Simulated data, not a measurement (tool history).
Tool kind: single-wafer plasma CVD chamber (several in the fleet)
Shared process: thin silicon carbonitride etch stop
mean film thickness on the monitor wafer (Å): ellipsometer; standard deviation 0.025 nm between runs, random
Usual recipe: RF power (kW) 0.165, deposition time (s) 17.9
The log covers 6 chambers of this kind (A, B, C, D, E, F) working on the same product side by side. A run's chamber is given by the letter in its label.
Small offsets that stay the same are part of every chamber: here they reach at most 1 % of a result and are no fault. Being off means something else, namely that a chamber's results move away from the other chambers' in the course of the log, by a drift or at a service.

run	hour	RF power (kW)	deposition time (s)	hours since the last thermocouple change	hours since the last RF generator calibration	read-back reference wafer on the same gauge, thickness_nm	mean film thickness on the monitor wafer (Å)
1D	9.5	0.165	17.9	620.4	618.3	10.254	95.524
2A	15.7	0.165	17.9	1858.6	50.9	10.263	96.961
3B	25.7	0.165	17.9	672	126.8	10.257	96.08
4E	31.6	0.165	17.9	1588.5	239.4	10.261	95.493
5C	43.3	0.165	17.9	569.1	514.2	10.266	96.183
# hour 43.6: chamber E: thermocouple changed; heater temperature recalibrated
6F	49.8	0.165	17.9	757.2	684.6	10.265	96.366
7C	61.1	0.165	17.9	586.9	532	10.257	96.057
8F	72.5	0.165	17.9	779.9	707.3	10.269	96.522
9E	81.6	0.165	17.9	38	289.4	10.264	95.403
10A	90.4	0.165	17.9	1933.3	125.6	10.262	96.833
11B	97.5	0.165	17.9	743.8	198.6	10.269	95.907
12D	108.7	0.165	17.9	719.6	717.5	10.258	95.977
13E	114.1	0.165	17.9	70.5	321.9	10.265	95.683
14B	121.8	0.165	17.9	768.1	222.9	10.258	95.901
15D	131.9	0.165	17.9	742.8	740.7	10.262	96.259
16F	143.4	0.165	17.9	850.8	778.2	10.263	96.466
17C	150.5	0.165	17.9	676.3	621.4	10.257	96.047
18A	156.3	0.165	17.9	1999.2	191.5	10.259	96.728
19E	163.2	0.165	17.9	119.6	371	10.259	96.398
20C	172.7	0.165	17.9	698.5	643.6	10.258	95.879
21A	181	0.165	17.9	2023.9	216.2	10.262	96.536
22D	191.7	0.165	17.9	802.6	800.5	10.261	95.735
23B	199.6	0.165	17.9	845.9	300.7	10.256	96.177
24F	207.1	0.165	17.9	914.5	841.9	10.262	96.24
25C	213.5	0.165	17.9	739.3	684.4	10.265	96.339
26E	219.7	0.165	17.9	176.1	427.5	10.253	95.842
27A	228.7	0.165	17.9	2071.6	263.9	10.254	96.719
28F	235.4	0.165	17.9	942.8	870.2	10.257	96.319
29B	245	0.165	17.9	891.3	346.1	10.263	95.891
30D	257.1	0.165	17.9	868	865.9	10.271	95.469
31E	262.8	0.165	17.9	219.2	470.6	10.269	95.605
32F	268.4	0.165	17.9	975.8	903.2	10.257	96.131
33D	279.8	0.165	17.9	890.7	888.6	10.259	95.563
34C	286.5	0.165	19.4	812.3	757.4	10.256	104.06
35A	294.4	0.165	19.4	2137.3	329.6	10.261	104.69
36B	300.4	0.165	19.4	946.7	401.5	10.269	103.88
37C	312.9	0.165	19.4	838.7	783.8	10.261	103.88
38F	321.3	0.165	19.4	1028.7	956.1	10.258	104.33
39A	330.9	0.165	19.4	2173.8	366.1	10.261	104.59
40B	343.5	0.18	19.9	989.8	444.6	10.257	109.68

Next, all 6 chambers run the settings below, one line each with question marks for the results. What does each chamber give?
41A	352.6	0.165	17.9				?
41B	352.6	0.165	17.9				?
41C	352.6	0.165	17.9				?
41D	352.6	0.165	17.9				?
41E	352.6	0.165	17.9				?
41F	352.6	0.165	17.9				?

run	mean film thickness on the monitor wafer (Å)
41A	96.543
41B	95.961
41C	95.797
41D	96.004
41E	95.616
41F	96.254
